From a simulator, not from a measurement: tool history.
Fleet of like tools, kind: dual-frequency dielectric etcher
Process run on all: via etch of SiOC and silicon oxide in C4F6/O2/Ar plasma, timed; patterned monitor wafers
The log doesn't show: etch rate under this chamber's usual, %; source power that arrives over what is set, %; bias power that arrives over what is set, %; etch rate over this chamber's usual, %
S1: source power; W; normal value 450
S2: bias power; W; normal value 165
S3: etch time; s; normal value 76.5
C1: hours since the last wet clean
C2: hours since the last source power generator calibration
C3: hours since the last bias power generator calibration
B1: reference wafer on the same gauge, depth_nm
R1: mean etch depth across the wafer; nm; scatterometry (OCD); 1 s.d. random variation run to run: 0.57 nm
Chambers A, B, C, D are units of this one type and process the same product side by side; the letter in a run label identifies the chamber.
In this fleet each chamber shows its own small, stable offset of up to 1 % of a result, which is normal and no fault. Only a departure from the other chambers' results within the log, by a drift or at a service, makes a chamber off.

run,day,S1,S2,S3,C1,C2,C3,B1,R1
1B,0.267,450,165,76.5,8.1,551.8,700.2,101.18,86.867
2C,0.592,450,165,76.5,369.8,4244.4,244.9,101.31,86.887
3D,0.858,450,165,76.5,36.3,555,798.1,101.27,86.81
# day 0.879: chamber A: wet clean of the chamber
4A,1.183,450,165,76.5,7.3,2454.7,488,101.42,87.292
5C,1.571,450,165,76.5,393.3,4267.9,268.4,101.12,87.273
6B,1.858,450,165,76.5,46.3,590,738.4,101.22,87.995
# day 2.004: chamber C: source power generator calibrated
7D,2.196,450,165,96.5,68.4,587.1,830.2,101.43,108.66
8A,2.633,450,165,96.5,42.1,2489.5,522.8,101.47,109.76
9B,2.938,450,165,96.5,72.2,615.9,764.3,101.3,109.65
10A,3.233,450,165,96.5,56.5,2503.9,537.2,101.22,110.45
# day 3.588: chamber C: wet clean of the chamber
11D,3.692,450,165,76.5,104.3,623,866.1,101.38,88.002
12C,4.175,450,165,76.5,14.1,52.2,330.9,101.47,86.992
13C,4.608,450,165,76.5,24.5,62.6,341.3,101.4,87.652
14A,4.888,450,165,76.5,96.2,2543.6,576.9,101.39,87.832
15D,5.375,450,165,76.5,144.7,663.4,906.5,101.27,86.968
16B,5.808,450,165,76.5,141.1,684.8,833.2,101.37,88.411
17A,6.1,450,165,76.5,125.3,2572.7,606,101.3,87.508
18D,6.45,450,165,76.5,170.5,689.2,932.3,101.32,87.956
19B,6.704,550,165,60,162.6,706.3,854.7,101.42,73.919
20C,6.942,550,165,60,80.5,118.6,397.3,101.33,74.447
21A,7.196,550,165,60,151.6,2599,632.3,101.32,73.567
22D,7.475,550,165,60,195.1,713.8,956.9,101.23,74.065
23B,7.775,450,165,76.5,188.3,732,880.4,101.34,87.816
24C,8.225,450,165,76.5,111.3,149.4,428.1,101.39,87.577
25B,8.667,450,165,76.5,209.7,753.4,901.8,101.17,86.428
26A,8.958,450,165,76.5,193.9,2641.3,674.6,101.26,87.925
27C,9.379,450,165,76.5,139,177.1,455.8,101.29,87.634
28D,9.746,450,165,76.5,249.6,768.3,1011.4,101.59,87.744
29A,10.112,360,165,95.5,221.6,2669,702.3,101.36,101.08
30C,10.362,360,165,95.5,162.6,200.7,479.4,101.33,99.926
31D,10.762,360,165,95.5,274,792.7,1035.8,101.29,98.752
32B,11.096,360,165,95.5,268,811.7,960.1,101.3,100.59
33B,11.538,450,165,76.5,278.6,822.3,970.7,101.31,87.067
34A,11.875,450,165,76.5,263.9,2711.3,744.6,101.49,86.845
35D,12.192,450,165,76.5,308.3,827,1070.1,101.3,87.55
36C,12.558,450,165,76.5,215.3,253.4,532.1,101.09,87.491
37A,12.783,450,165,76.5,285.7,2733.1,766.4,101.42,86.309
38D,13.208,450,165,76.5,332.7,851.4,1094.5,101.28,87.473
39C,13.662,450,165,76.5,241.8,279.9,558.6,101.42,87.586
40B,14.079,450,165,76.5,339.6,883.3,1031.7,101.31,86.945

The same settings go to every chamber for the next run, one line per chamber below. Forecast the results for each:
41A,14.442,360,165,76.5,,,,,?
41B,14.442,360,165,76.5,,,,,?
41C,14.442,360,165,76.5,,,,,?
41D,14.442,360,165,76.5,,,,,?

run,R1
41A,80.053
41B,79.747
41C,79.8
41D,79.488
